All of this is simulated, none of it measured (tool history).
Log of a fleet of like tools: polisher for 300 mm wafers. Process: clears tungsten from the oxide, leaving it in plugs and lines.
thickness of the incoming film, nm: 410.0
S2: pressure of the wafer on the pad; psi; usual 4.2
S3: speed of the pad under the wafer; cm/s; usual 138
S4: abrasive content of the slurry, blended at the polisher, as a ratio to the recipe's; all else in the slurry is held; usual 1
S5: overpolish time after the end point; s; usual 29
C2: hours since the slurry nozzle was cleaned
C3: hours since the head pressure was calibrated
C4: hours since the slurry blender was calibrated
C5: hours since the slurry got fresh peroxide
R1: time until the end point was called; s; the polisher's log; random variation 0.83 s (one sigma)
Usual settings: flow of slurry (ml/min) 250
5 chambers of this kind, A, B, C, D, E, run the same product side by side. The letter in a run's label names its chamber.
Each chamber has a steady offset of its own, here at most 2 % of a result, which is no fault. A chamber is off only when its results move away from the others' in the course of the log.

{"run": "1C", "hour": 3.0, "flow of slurry (ml/min)": 250, "S2": 4.2, "S3": 138, "S4": 1, "S5": 29, "wafers polished on this pad": 92, "C2": 635.8, "C3": 769, "C4": 138.5, "C5": 91.8, "R1": 61.106}
{"run": "2A", "hour": 8.4, "flow of slurry (ml/min)": 250, "S2": 4.2, "S3": 138, "S4": 1, "S5": 29, "wafers polished on this pad": 420, "C2": 190.5, "C3": 378.3, "C4": 90.1, "C5": 65.9, "R1": 58.176}
{"run": "3E", "hour": 12.6, "flow of slurry (ml/min)": 250, "S2": 4.2, "S3": 138, "S4": 1, "S5": 29, "wafers polished on this pad": 207, "C2": 118.5, "C3": 555.5, "C4": 33.3, "C5": 35.6, "R1": 58.663}
{"run": "4D", "hour": 16.5, "flow of slurry (ml/min)": 250, "S2": 4.2, "S3": 138, "S4": 1, "S5": 29, "wafers polished on this pad": 871, "C2": 230.3, "C3": 982.4, "C4": 49.7, "C5": 79.5, "R1": 58.047}
{"hour": 18.8, "done": "chamber A: slurry tank refilled with fresh slurry and peroxide"}
{"run": "5B", "hour": 18.9, "flow of slurry (ml/min)": 250, "S2": 4.2, "S3": 138, "S4": 1, "S5": 29, "wafers polished on this pad": 501, "C2": 342.6, "C3": 49.8, "C4": 44.8, "C5": 40.6, "R1": 59.205}
{"run": "6C", "hour": 22.4, "flow of slurry (ml/min)": 250, "S2": 4.2, "S3": 138, "S4": 1, "S5": 29, "wafers polished on this pad": 309, "C2": 655.2, "C3": 788.4, "C4": 157.9, "C5": 111.2, "R1": 60.143}
{"hour": 27.0, "done": "chamber A: worn pad replaced by a new one"}
{"hour": 27.5, "done": "chamber E: slurry tank refilled with fresh slurry and peroxide"}
{"run": "7A", "hour": 27.6, "flow of slurry (ml/min)": 250, "S2": 4.2, "S3": 138, "S4": 1, "S5": 29, "wafers polished on this pad": 7, "C2": 209.7, "C3": 397.5, "C4": 109.3, "C5": 8.8, "R1": 58.992}
{"run": "8E", "hour": 32.4, "flow of slurry (ml/min)": 250, "S2": 4.2, "S3": 138, "S4": 1, "S5": 29, "wafers polished on this pad": 429, "C2": 138.3, "C3": 575.3, "C4": 53.1, "C5": 5, "R1": 57.442}
{"hour": 36.2, "done": "chamber E: worn pad replaced by a new one"}
{"run": "9D", "hour": 37.1, "flow of slurry (ml/min)": 250, "S2": 4.2, "S3": 138, "S4": 1, "S5": 29, "wafers polished on this pad": 1102, "C2": 250.9, "C3": 1003, "C4": 70.3, "C5": 100.1, "R1": 58.428}
{"run": "10B", "hour": 39.5, "flow of slurry (ml/min)": 250, "S2": 4.2, "S3": 138, "S4": 1, "S5": 29, "wafers polished on this pad": 732, "C2": 363.2, "C3": 70.4, "C4": 65.4, "C5": 61.2, "R1": 57.884}
{"hour": 41.5, "done": "chamber E: head pressure recalibrated"}
{"hour": 41.6, "done": "chamber B: slurry tank refilled with fresh slurry and peroxide"}
{"hour": 42.4, "done": "chamber D: slurry tank refilled with fresh slurry and peroxide"}
{"run": "11B", "hour": 43.3, "flow of slurry (ml/min)": 250, "S2": 4.2, "S3": 138, "S4": 1, "S5": 29, "wafers polished on this pad": 774, "C2": 367, "C3": 74.2, "C4": 69.2, "C5": 1.7, "R1": 59.817}
{"hour": 44.4, "done": "chamber D: worn pad replaced by a new one"}
{"run": "12D", "hour": 45.8, "flow of slurry (ml/min)": 250, "S2": 4.2, "S3": 138, "S4": 1, "S5": 29, "wafers polished on this pad": 15, "C2": 259.6, "C3": 1011.7, "C4": 79, "C5": 3.5, "R1": 58.93}
{"run": "13E", "hour": 48.4, "flow of slurry (ml/min)": 250, "S2": 4.2, "S3": 138, "S4": 1, "S5": 29, "wafers polished on this pad": 137, "C2": 154.3, "C3": 7, "C4": 69.1, "C5": 21, "R1": 59.445}
{"run": "14C", "hour": 53.4, "flow of slurry (ml/min)": 250, "S2": 4.2, "S3": 138, "S4": 1, "S5": 29, "wafers polished on this pad": 657, "C2": 686.2, "C3": 819.4, "C4": 188.9, "C5": 142.2, "R1": 59.434}
{"run": "15A", "hour": 58.5, "flow of slurry (ml/min)": 250, "S2": 4.2, "S3": 138, "S4": 1, "S5": 29, "wafers polished on this pad": 353, "C2": 240.6, "C3": 428.4, "C4": 140.2, "C5": 39.7, "R1": 56.786}
{"run": "16B", "hour": 62.3, "flow of slurry (ml/min)": 250, "S2": 4.2, "S3": 138, "S4": 1, "S5": 29, "wafers polished on this pad": 987, "C2": 386, "C3": 93.2, "C4": 88.2, "C5": 20.7, "R1": 58.144}
{"hour": 63.0, "done": "chamber B: worn pad replaced by a new one"}
{"run": "17C", "hour": 67.3, "flow of slurry (ml/min)": 250, "S2": 4.2, "S3": 138, "S4": 1, "S5": 29, "wafers polished on this pad": 812, "C2": 700.1, "C3": 833.3, "C4": 202.8, "C5": 156.1, "R1": 57.996}
{"hour": 69.8, "done": "chamber E: slurry tank refilled with fresh slurry and peroxide"}
{"hour": 70.1, "done": "chamber A: worn pad replaced by a new one"}
{"hour": 72.0, "done": "chamber C: worn pad replaced by a new one"}
{"run": "18D", "hour": 72.8, "flow of slurry (ml/min)": 250, "S2": 4.2, "S3": 138, "S4": 1, "S5": 29, "wafers polished on this pad": 318, "C2": 286.6, "C3": 1038.7, "C4": 106, "C5": 30.5, "R1": 59.516}
{"run": "19E", "hour": 75.3, "flow of slurry (ml/min)": 250, "S2": 4.2, "S3": 138, "S4": 1, "S5": 29, "wafers polished on this pad": 438, "C2": 181.2, "C3": 33.9, "C4": 96, "C5": 5.6, "R1": 59.592}
{"hour": 76.2, "done": "chamber E: worn pad replaced by a new one"}
{"run": "20A", "hour": 80.2, "flow of slurry (ml/min)": 250, "S2": 4.2, "S3": 138, "S4": 1, "S5": 29, "wafers polished on this pad": 113, "C2": 262.3, "C3": 450.1, "C4": 161.9, "C5": 61.4, "R1": 58.766}
{"hour": 82.3, "done": "chamber C: slurry tank refilled with fresh slurry and peroxide"}
{"hour": 82.8, "done": "chamber A: slurry blender recalibrated"}
{"run": "21B", "hour": 82.8, "flow of slurry (ml/min)": 250, "S2": 4.2, "S3": 138, "S4": 1, "S5": 29, "wafers polished on this pad": 222, "C2": 406.5, "C3": 113.7, "C4": 108.7, "C5": 41.2, "R1": 59.939}
{"run": "22A", "hour": 85.5, "flow of slurry (ml/min)": 250, "S2": 4.2, "S3": 138, "S4": 1, "S5": 29, "wafers polished on this pad": 173, "C2": 267.6, "C3": 455.4, "C4": 2.7, "C5": 66.7, "R1": 58.161}
{"run": "23E", "hour": 89.3, "flow of slurry (ml/min)": 250, "S2": 4.2, "S3": 138, "S4": 1, "S5": 29, "wafers polished on this pad": 147, "C2": 195.2, "C3": 47.9, "C4": 110, "C5": 19.6, "R1": 57.616}
{"run": "24D", "hour": 92.3, "flow of slurry (ml/min)": 250, "S2": 4.2, "S3": 138, "S4": 1, "S5": 29, "wafers polished on this pad": 536, "C2": 306.1, "C3": 1058.2, "C4": 125.5, "C5": 50, "R1": 60.699}
{"hour": 94.4, "done": "chamber C: slurry nozzle cleaned"}
{"run": "25C", "hour": 97.0, "flow of slurry (ml/min)": 250, "S2": 4.2, "S3": 138, "S4": 1.15, "S5": 29, "wafers polished on this pad": 281, "C2": 2.6, "C3": 863, "C4": 232.5, "C5": 14.8, "R1": 57.935}
{"hour": 98.6, "done": "chamber D: head pressure recalibrated"}
{"run": "26B", "hour": 99.6, "flow of slurry (ml/min)": 250, "S2": 4.2, "S3": 138, "S4": 1.15, "S5": 29, "wafers polished on this pad": 411, "C2": 423.3, "C3": 130.5, "C4": 125.5, "C5": 58, "R1": 56.241}
{"hour": 101.0, "done": "chamber A: slurry tank refilled with fresh slurry and peroxide"}
{"hour": 101.7, "done": "chamber E: slurry nozzle cleaned"}
{"hour": 102.8, "done": "chamber B: slurry tank refilled with fresh slurry and peroxide"}
{"run": "27D", "hour": 105.0, "flow of slurry (ml/min)": 250, "S2": 4.2, "S3": 138, "S4": 1.15, "S5": 29, "wafers polished on this pad": 679, "C2": 318.8, "C3": 6.5, "C4": 138.2, "C5": 62.7, "R1": 58.541}
{"hour": 106.4, "done": "chamber D: slurry nozzle cleaned"}
{"run": "28A", "hour": 109.6, "flow of slurry (ml/min)": 250, "S2": 4.2, "S3": 138, "S4": 1.15, "S5": 29, "wafers polished on this pad": 443, "C2": 291.7, "C3": 479.5, "C4": 26.8, "C5": 8.7, "R1": 56.603}
{"run": "29C", "hour": 114.9, "flow of slurry (ml/min)": 250, "S2": 4.2, "S3": 138, "S4": 1.15, "S5": 29, "wafers polished on this pad": 481, "C2": 20.5, "C3": 880.9, "C4": 250.4, "C5": 32.7, "R1": 57.069}
{"hour": 116.3, "done": "chamber E: slurry tank refilled with fresh slurry and peroxide"}
{"hour": 119.0, "done": "chamber A: worn pad replaced by a new one"}
{"run": "30E", "hour": 119.4, "flow of slurry (ml/min)": 250, "S2": 4.2, "S3": 138, "S4": 1, "S5": 29, "wafers polished on this pad": 485, "C2": 17.7, "C3": 78, "C4": 140.1, "C5": 3.2, "R1": 59.228}
{"run": "31C", "hour": 122.2, "flow of slurry (ml/min)": 250, "S2": 3.4, "S3": 154, "S4": 1, "S5": 29, "wafers polished on this pad": 563, "C2": 27.8, "C3": 888.2, "C4": 257.7, "C5": 40, "R1": 66.884}
{"hour": 125.3, "done": "chamber E: worn pad replaced by a new one"}
{"run": "32E", "hour": 125.6, "flow of slurry (ml/min)": 250, "S2": 3.4, "S3": 154, "S4": 1, "S5": 29, "wafers polished on this pad": 4, "C2": 23.9, "C3": 84.2, "C4": 146.3, "C5": 9.4, "R1": 64.324}
{"run": "33A", "hour": 129.8, "flow of slurry (ml/min)": 250, "S2": 3.4, "S3": 154, "S4": 1, "S5": 29, "wafers polished on this pad": 121, "C2": 311.9, "C3": 499.7, "C4": 47, "C5": 28.9, "R1": 64.043}
{"hour": 134.3, "done": "chamber C: worn pad replaced by a new one"}
{"run": "34D", "hour": 134.7, "flow of slurry (ml/min)": 250, "S2": 3.4, "S3": 154, "S4": 1, "S5": 29, "wafers polished on this pad": 1012, "C2": 28.3, "C3": 36.2, "C4": 167.9, "C5": 92.4, "R1": 64.335}
{"hour": 137.9, "done": "chamber A: slurry nozzle cleaned"}
{"run": "35B", "hour": 140.1, "flow of slurry (ml/min)": 250, "S2": 3.4, "S3": 154, "S4": 1, "S5": 29, "wafers polished on this pad": 865, "C2": 463.8, "C3": 171, "C4": 166, "C5": 37.4, "R1": 66.126}
{"run": "36E", "hour": 144.1, "flow of slurry (ml/min)": 250, "S2": 4.2, "S3": 120, "S4": 1, "S5": 29, "wafers polished on this pad": 211, "C2": 42.4, "C3": 102.7, "C4": 164.8, "C5": 27.9, "R1": 67.87}
{"run": "37C", "hour": 147.4, "flow of slurry (ml/min)": 250, "S2": 4.2, "S3": 120, "S4": 1, "S5": 29, "wafers polished on this pad": 147, "C2": 53, "C3": 913.4, "C4": 282.9, "C5": 65.2, "R1": 67.06}
{"run": "38A", "hour": 150.1, "flow of slurry (ml/min)": 250, "S2": 4.2, "S3": 120, "S4": 1, "S5": 29, "wafers polished on this pad": 349, "C2": 12.2, "C3": 520, "C4": 67.3, "C5": 49.2, "R1": 66.997}
{"hour": 151.9, "done": "chamber D: worn pad replaced by a new one"}
{"hour": 152.9, "done": "chamber B: worn pad replaced by a new one"}
{"hour": 153.7, "done": "chamber D: slurry tank refilled with fresh slurry and peroxide"}
{"run": "39B", "hour": 155.0, "flow of slurry (ml/min)": 250, "S2": 4.2, "S3": 120, "S4": 1, "S5": 29, "wafers polished on this pad": 23, "C2": 478.7, "C3": 185.9, "C4": 180.9, "C5": 52.3, "R1": 67.378}
{"run": "40D", "hour": 159.8, "flow of slurry (ml/min)": 250, "S2": 4.2, "S3": 120, "S4": 1, "S5": 29, "wafers polished on this pad": 89, "C2": 53.4, "C3": 61.3, "C4": 193, "C5": 6.2, "R1": 69.422}
{"run": "41D", "hour": 163.1, "flow of slurry (ml/min)": 250, "S2": 4.2, "S3": 138, "S4": 1, "S5": 29, "wafers polished on this pad": 126, "C2": 56.7, "C3": 64.6, "C4": 196.3, "C5": 9.5, "R1": 58.938}
{"hour": 163.8, "done": "chamber A: worn pad replaced by a new one"}
{"run": "42C", "hour": 167.8, "flow of slurry (ml/min)": 250, "S2": 4.2, "S3": 138, "S4": 1, "S5": 29, "wafers polished on this pad": 376, "C2": 73.4, "C3": 933.8, "C4": 303.3, "C5": 85.6, "R1": 60.488}
{"hour": 169.9, "done": "chamber B: slurry tank refilled with fresh slurry and peroxide"}
{"run": "43A", "hour": 170.1, "flow of slurry (ml/min)": 250, "S2": 4.2, "S3": 138, "S4": 1, "S5": 29, "wafers polished on this pad": 70, "C2": 32.2, "C3": 540, "C4": 87.3, "C5": 69.2, "R1": 58.282}
{"run": "44B", "hour": 173.9, "flow of slurry (ml/min)": 250, "S2": 4.2, "S3": 138, "S4": 1, "S5": 29, "wafers polished on this pad": 235, "C2": 497.6, "C3": 204.8, "C4": 199.8, "C5": 4, "R1": 58.903}

All 5 chambers run these settings next. Forecast each chamber's results:
{"run": "45A", "hour": 177.8, "flow of slurry (ml/min)": 250, "S2": 4.2, "S3": 102, "S4": 1, "S5": 29, "R1": "?"}
{"run": "45B", "hour": 177.8, "flow of slurry (ml/min)": 250, "S2": 4.2, "S3": 102, "S4": 1, "S5": 29, "R1": "?"}
{"run": "45C", "hour": 177.8, "flow of slurry (ml/min)": 250, "S2": 4.2, "S3": 102, "S4": 1, "S5": 29, "R1": "?"}
{"run": "45D", "hour": 177.8, "flow of slurry (ml/min)": 250, "S2": 4.2, "S3": 102, "S4": 1, "S5": 29, "R1": "?"}
{"run": "45E", "hour": 177.8, "flow of slurry (ml/min)": 250, "S2": 4.2, "S3": 102, "S4": 1, "S5": 29, "R1": "?"}

run=45A R1=77.864
run=45B R1=77.572
run=45C R1=81.455
run=45D R1=81.124
run=45E R1=79.812

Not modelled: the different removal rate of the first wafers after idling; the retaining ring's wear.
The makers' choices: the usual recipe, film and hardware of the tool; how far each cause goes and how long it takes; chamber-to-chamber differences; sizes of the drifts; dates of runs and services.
